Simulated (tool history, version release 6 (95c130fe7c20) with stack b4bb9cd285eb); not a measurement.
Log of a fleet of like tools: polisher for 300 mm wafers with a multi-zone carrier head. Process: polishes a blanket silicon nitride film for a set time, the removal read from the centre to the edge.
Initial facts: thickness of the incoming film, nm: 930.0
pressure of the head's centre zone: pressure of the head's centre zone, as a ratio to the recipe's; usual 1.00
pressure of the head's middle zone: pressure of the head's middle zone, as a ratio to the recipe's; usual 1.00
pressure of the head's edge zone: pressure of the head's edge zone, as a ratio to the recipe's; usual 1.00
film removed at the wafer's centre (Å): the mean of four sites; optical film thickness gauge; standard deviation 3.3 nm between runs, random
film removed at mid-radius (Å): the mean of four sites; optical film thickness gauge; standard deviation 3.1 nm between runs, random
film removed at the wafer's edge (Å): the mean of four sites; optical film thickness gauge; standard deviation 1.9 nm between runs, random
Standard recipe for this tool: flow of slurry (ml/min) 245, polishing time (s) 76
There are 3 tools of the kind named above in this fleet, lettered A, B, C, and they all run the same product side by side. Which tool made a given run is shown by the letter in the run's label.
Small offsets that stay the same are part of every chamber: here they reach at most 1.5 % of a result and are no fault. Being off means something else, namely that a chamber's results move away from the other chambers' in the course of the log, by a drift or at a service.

| run | hour | flow of slurry (ml/min) | pressure of the head's centre zone | pressure of the head's middle zone | pressure of the head's edge zone | polishing time (s) | film removed at the wafer's centre (Å) | film removed at mid-radius (Å) | film removed at the wafer's edge (Å) |
|---|---|---|---|---|---|---|---|---|---|
|  | 1.1 | chamber C: worn pad replaced by a new one |
| 1C | 7.2 | 245 | 1.00 | 1.00 | 1.00 | 76 | 2399.7 | 2373.5 | 2392.5 |
| 2B | 13.2 | 245 | 1.00 | 1.00 | 1.00 | 76 | 2426.8 | 2390.1 | 2463.9 |
| 3A | 18.9 | 245 | 1.00 | 1.00 | 1.00 | 76 | 2405.8 | 2394.2 | 2433.6 |
| 4A | 24.6 | 245 | 1.00 | 1.00 | 1.00 | 76 | 2470.1 | 2502.2 | 2402.2 |
|  | 26.0 | chamber A: slurry nozzle cleaned |
| 5C | 31.7 | 245 | 1.00 | 1.00 | 1.00 | 76 | 2467.1 | 2366.8 | 2420.0 |
| 6B | 36.0 | 245 | 1.00 | 1.00 | 1.00 | 76 | 2416.8 | 2391.8 | 2437.6 |
| 7B | 42.7 | 310 | 1.00 | 1.00 | 1.00 | 76 | 2491.5 | 2420.1 | 2495.1 |
| 8A | 47.3 | 310 | 1.00 | 1.00 | 1.00 | 76 | 2515.6 | 2433.6 | 2491.8 |
|  | 51.6 | chamber B: worn pad replaced by a new one |
| 9C | 53.1 | 310 | 1.00 | 1.00 | 1.00 | 76 | 2488.2 | 2471.6 | 2454.4 |
|  | 58.3 | chamber A: edge zone pressure recalibrated |
| 10B | 60.2 | 245 | 1.00 | 1.00 | 1.00 | 76 | 2448.5 | 2406.5 | 2484.9 |
|  | 60.7 | chamber A: worn pad replaced by a new one |
|  | 63.4 | chamber C: worn pad replaced by a new one |
| 11C | 66.6 | 245 | 1.00 | 1.00 | 1.00 | 76 | 2479.5 | 2390.3 | 2402.5 |
| 12A | 70.6 | 245 | 1.00 | 1.00 | 1.00 | 76 | 2407.6 | 2449.2 | 2428.0 |
| 13A | 78.0 | 245 | 1.00 | 1.00 | 1.00 | 76 | 2417.5 | 2450.2 | 2466.2 |
| 14C | 84.7 | 245 | 1.00 | 1.00 | 1.00 | 76 | 2488.0 | 2412.1 | 2428.3 |
| 15B | 88.2 | 245 | 1.00 | 1.00 | 1.00 | 76 | 2367.1 | 2454.0 | 2416.6 |
| 16A | 94.7 | 245 | 1.00 | 1.00 | 1.00 | 76 | 2430.8 | 2407.7 | 2477.6 |
| 17B | 102.0 | 190 | 1.09 | 1.00 | 1.00 | 76 | 2597.1 | 2335.9 | 2393.8 |
| 18C | 108.9 | 190 | 1.09 | 1.00 | 1.00 | 76 | 2676.0 | 2290.3 | 2339.5 |
|  | 109.2 | chamber B: worn pad replaced by a new one |
| 19B | 112.3 | 190 | 1.09 | 1.00 | 1.00 | 76 | 2569.9 | 2293.8 | 2399.5 |
| 20C | 116.9 | 195 | 1.00 | 1.00 | 1.00 | 94 | 3060.0 | 2846.1 | 2915.2 |
| 21A | 122.0 | 195 | 1.00 | 1.00 | 1.00 | 94 | 2837.7 | 2866.7 | 2948.0 |
|  | 122.5 | chamber C: worn pad replaced by a new one |
| 22A | 129.5 | 195 | 1.00 | 1.00 | 1.00 | 94 | 2910.7 | 2916.0 | 2935.6 |
| 23B | 132.8 | 245 | 1.00 | 1.00 | 1.00 | 76 | 2442.9 | 2455.8 | 2472.6 |
|  | 136.5 | chamber A: worn pad replaced by a new one |
| 24C | 140.0 | 245 | 1.00 | 1.00 | 1.00 | 76 | 2593.2 | 2415.5 | 2417.7 |
| 25A | 145.3 | 245 | 0.91 | 1.00 | 1.00 | 76 | 2151.7 | 2447.6 | 2437.6 |
| 26C | 149.5 | 245 | 0.91 | 1.00 | 1.00 | 76 | 2354.4 | 2423.7 | 2415.7 |
| 27B | 153.1 | 245 | 0.91 | 1.00 | 1.00 | 76 | 2222.3 | 2388.7 | 2462.9 |
| 28B | 156.4 | 245 | 1.00 | 1.00 | 1.00 | 76 | 2456.4 | 2375.0 | 2422.4 |
|  | 157.2 | chamber B: worn pad replaced by a new one |
| 29A | 163.2 | 245 | 1.00 | 1.00 | 1.00 | 76 | 2477.0 | 2384.3 | 2457.6 |
| 30C | 168.7 | 245 | 1.00 | 1.00 | 0.89 | 76 | 2584.6 | 2395.8 | 2248.4 |
| 31B | 175.8 | 245 | 1.00 | 1.00 | 0.89 | 76 | 2446.0 | 2425.8 | 2310.9 |
| 32C | 179.9 | 245 | 1.00 | 1.00 | 0.89 | 76 | 2643.3 | 2471.0 | 2244.8 |
| 33A | 185.9 | 245 | 1.00 | 1.00 | 1.00 | 76 | 2397.7 | 2412.0 | 2428.3 |
|  | 189.5 | chamber C: worn pad replaced by a new one |
| 34C | 189.6 | 245 | 1.00 | 1.00 | 1.00 | 76 | 2677.5 | 2371.1 | 2416.9 |
| 35A | 193.7 | 245 | 1.00 | 1.00 | 1.00 | 76 | 2453.3 | 2435.4 | 2426.0 |
| 36B | 199.6 | 245 | 1.00 | 1.00 | 1.00 | 76 | 2478.2 | 2385.0 | 2453.0 |
| 37B | 204.1 | 245 | 1.00 | 1.00 | 1.00 | 76 | 2353.8 | 2417.3 | 2442.7 |
| 38C | 209.1 | 245 | 1.00 | 1.00 | 1.00 | 76 | 2706.4 | 2460.7 | 2387.5 |
| 39A | 213.4 | 245 | 1.00 | 1.00 | 1.00 | 76 | 2431.5 | 2398.7 | 2467.1 |
|  | 220.5 | chamber A: worn pad replaced by a new one |
| 40A | 221.1 | 245 | 1.00 | 1.00 | 1.00 | 76 | 2359.1 | 2413.9 | 2443.4 |

For the next run the whole fleet of 3 chambers uses the same settings. Give each chamber's results:
| 41A | 226.6 | 245 | 1.00 | 1.05 | 1.00 | 76 | ? | ? | ? |
| 41B | 226.6 | 245 | 1.00 | 1.05 | 1.00 | 76 | ? | ? | ? |
| 41C | 226.6 | 245 | 1.00 | 1.05 | 1.00 | 76 | ? | ? | ? |

| run | film removed at the wafer's centre (Å) | film removed at mid-radius (Å) | film removed at the wafer's edge (Å) |
|---|---|---|---|
| 41A | 2438.4 | 2545.3 | 2438.4 |
| 41B | 2475.8 | 2555.6 | 2413.6 |
| 41C | 2698.3 | 2563.9 | 2357.1 |
